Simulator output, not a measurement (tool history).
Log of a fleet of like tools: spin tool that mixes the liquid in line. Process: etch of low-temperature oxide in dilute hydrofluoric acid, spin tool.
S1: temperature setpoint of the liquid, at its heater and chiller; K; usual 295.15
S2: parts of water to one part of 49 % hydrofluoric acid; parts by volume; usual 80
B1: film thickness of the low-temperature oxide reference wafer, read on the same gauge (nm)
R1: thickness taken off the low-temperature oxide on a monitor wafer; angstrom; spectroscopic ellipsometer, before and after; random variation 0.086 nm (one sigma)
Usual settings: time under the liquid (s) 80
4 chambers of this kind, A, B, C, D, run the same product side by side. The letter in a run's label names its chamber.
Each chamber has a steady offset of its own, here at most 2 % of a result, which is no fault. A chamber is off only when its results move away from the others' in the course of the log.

Run 1A, day 0.204: usual settings; B1 69.978. Result: R1 132.8 angstrom.
Run 2B, day 0.421: usual settings; B1 70.02. Result: R1 130.76 angstrom.
Run 3C, day 0.567: usual settings; B1 70. Result: R1 134.39 angstrom.
Run 4D, day 0.733: usual settings; B1 69.975. Result: R1 133.06 angstrom.
Run 5D, day 0.854: usual settings but S1 290.65 K, S2 95 parts by volume; B1 69.986. Result: R1 91.959 angstrom.
Run 6A, day 1.012: usual settings but S1 290.65 K, S2 95 parts by volume; B1 70.003. Result: R1 92.016 angstrom.
Run 7C, day 1.142: usual settings but S1 290.65 K, S2 95 parts by volume; B1 70.02. Result: R1 92.623 angstrom.
Run 8B, day 1.35: usual settings but S1 290.65 K, S2 95 parts by volume; B1 69.968. Result: R1 90.507 angstrom.
Run 9B, day 1.546: usual settings; B1 70.008. Result: R1 130.39 angstrom.
Run 10A, day 1.721: usual settings but S2 65 parts by volume; B1 69.989. Result: R1 166.67 angstrom.
Run 11C, day 1.904: usual settings but S2 65 parts by volume; B1 69.994. Result: R1 167.58 angstrom.
Run 12D, day 2.125: usual settings but S2 65 parts by volume; B1 69.972. Result: R1 167.18 angstrom.
Run 13A, day 2.308: usual settings but S2 65 parts by volume; B1 69.956. Result: R1 167.58 angstrom.
Run 14B, day 2.492: usual settings; B1 70.002. Result: R1 131.94 angstrom.
Run 15D, day 2.712: usual settings; B1 70.023. Result: R1 133.25 angstrom.
Run 16C, day 2.875: usual settings; B1 70.053. Result: R1 133.41 angstrom.
Run 17A, day 3.021: usual settings; B1 70.023. Result: R1 133.62 angstrom.
Run 18D, day 3.129: usual settings; B1 69.985. Result: R1 132.63 angstrom.
Run 19B, day 3.308: usual settings; B1 69.995. Result: R1 131.83 angstrom.
Run 20C, day 3.538: usual settings; B1 70.038. Result: R1 135.27 angstrom.
Run 21B, day 3.779: usual settings; B1 69.946. Result: R1 130.66 angstrom.
Run 22C, day 4.017: usual settings; B1 69.961. Result: R1 134.4 angstrom.
Run 23D, day 4.138: usual settings; B1 69.976. Result: R1 133.07 angstrom.
Run 24A, day 4.3: usual settings; B1 70.017. Result: R1 131.85 angstrom.
Run 25A, day 4.458: usual settings; B1 69.985. Result: R1 131.39 angstrom.
Run 26B, day 4.575: usual settings; B1 70.003. Result: R1 132.84 angstrom.
Run 27C, day 4.812: usual settings; B1 69.973. Result: R1 134.21 angstrom.
Run 28D, day 4.933: usual settings; B1 69.973. Result: R1 133.95 angstrom.
Run 29B, day 5.179: usual settings; B1 69.989. Result: R1 132.31 angstrom.
Run 30A, day 5.408: usual settings; B1 70.003. Result: R1 133.82 angstrom.
Run 31C, day 5.542: usual settings; B1 70.014. Result: R1 134.18 angstrom.
Run 32D, day 5.683: usual settings but S2 95 parts by volume, time under the liquid (s) 120; B1 69.975. Result: R1 166.59 angstrom.
At day 5.7: chamber D: hydrofluoric acid flow meter replaced.
Run 33C, day 5.808: usual settings but S2 95 parts by volume, time under the liquid (s) 120; B1 69.972. Result: R1 166.48 angstrom.
Run 34B, day 5.988: usual settings but S2 95 parts by volume, time under the liquid (s) 120; B1 70.009. Result: R1 160.44 angstrom.
Run 35D, day 6.138: usual settings but S2 95 parts by volume, time under the liquid (s) 120; B1 69.992. Result: R1 167.8 angstrom.

What goes on in this fleet: one chamber off, a drifting gauge, or nothing beyond the chambers' own small offsets? Name the chamber and the cause, if any.

No chamber stands off beyond its own small offset, and the gauge holds steady.

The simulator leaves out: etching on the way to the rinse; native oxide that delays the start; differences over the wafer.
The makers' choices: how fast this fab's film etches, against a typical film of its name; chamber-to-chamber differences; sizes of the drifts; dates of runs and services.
